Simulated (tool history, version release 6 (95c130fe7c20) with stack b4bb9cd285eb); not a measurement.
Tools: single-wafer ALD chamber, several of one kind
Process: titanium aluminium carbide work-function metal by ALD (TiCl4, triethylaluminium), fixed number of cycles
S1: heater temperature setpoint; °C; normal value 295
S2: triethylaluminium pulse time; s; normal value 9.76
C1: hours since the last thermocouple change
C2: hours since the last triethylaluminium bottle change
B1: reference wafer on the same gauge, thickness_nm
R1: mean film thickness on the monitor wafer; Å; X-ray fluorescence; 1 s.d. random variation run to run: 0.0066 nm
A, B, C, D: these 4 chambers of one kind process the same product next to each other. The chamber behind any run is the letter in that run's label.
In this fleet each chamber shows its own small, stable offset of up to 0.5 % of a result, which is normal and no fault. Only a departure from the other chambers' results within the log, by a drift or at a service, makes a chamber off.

run	day	S1	S2	C1	C2	B1	R1
1B	0.346	295	9.76	1802.1	1087	1.6103	19.509
2A	0.729	295	9.76	1310.4	1139.8	1.6081	19.345
3D	0.979	295	9.76	1289.9	209.8	1.6103	19.412
4C	1.233	295	9.76	1773.7	194.6	1.6107	19.543
5C	1.404	303	9.76	1777.8	198.7	1.6091	20.092
6A	1.692	303	9.76	1333.5	1162.9	1.6104	19.928
7D	1.921	303	9.76	1312.5	232.4	1.6106	20.212
8B	2.179	303	9.76	1846.1	1131	1.6101	20.251
9B	2.371	285	9.76	1850.7	1135.6	1.6117	18.594
10A	2.629	285	9.76	1356	1185.4	1.6112	18.47
11D	2.979	285	9.76	1337.9	257.8	1.6101	18.593
12C	3.196	285	9.76	1820.8	241.7	1.6099	18.695
13A	3.458	295	9.76	1375.9	1205.3	1.6114	19.506
14C	3.721	295	9.76	1833.4	254.3	1.6105	19.433
# day 3.783: chamber B: thermocouple changed; heater temperature recalibrated
15B	4.054	295	9.76	6.5	1176	1.6108	19.86
16D	4.221	295	9.76	1367.7	287.6	1.6088	19.618
17B	4.504	295	9.76	17.3	1186.8	1.609	19.982
18D	4.725	295	12.96	1379.8	299.7	1.6092	19.911
19C	5.079	295	12.96	1866	286.9	1.6103	19.904
20A	5.346	295	12.96	1421.2	1250.6	1.6099	19.805
21A	5.629	295	12.96	1428	1257.4	1.6115	19.828
22D	5.883	295	9.76	1407.6	327.5	1.6104	19.396
23B	6.079	295	9.76	55.1	1224.6	1.6096	19.909
24C	6.292	295	9.76	1895.1	316	1.61	19.512
25B	6.646	295	9.76	68.7	1238.2	1.6108	19.871

Read the log: is a single chamber off, either drifting away or since a service, is the gauge that measures every chamber drifting, or is nothing wrong beyond small per-chamber offsets? Name any odd chamber and what most likely caused it.

The work done on chamber B during a service left it standing apart from the others.
What lies behind it: wafer temperature above the value expected at the setpoint (K) = 4.17.

Below are 4 candidate recipes for chamber B's next run, each the usual settings with a change, their results shown as question marks. Which of them brings B's results back in line with what the other chambers give on the usual settings?
Maximum distance from the other chambers' mean on the usual settings for a result to count as in line: R1 0.23 Å
26B-1	6.921	295	8.67				?
26B-2	6.921	298	10.36				?
26B-3	6.921	285	9.76				?
26B-4	6.921	305	9.76				?

The other chambers' mean on the usual settings: R1 19.446 Å
run	R1
26B-1	19.562
26B-2	20.284
26B-3	19.041
26B-4	20.749
With 26B-1, the chamber falls back in line with the rest.
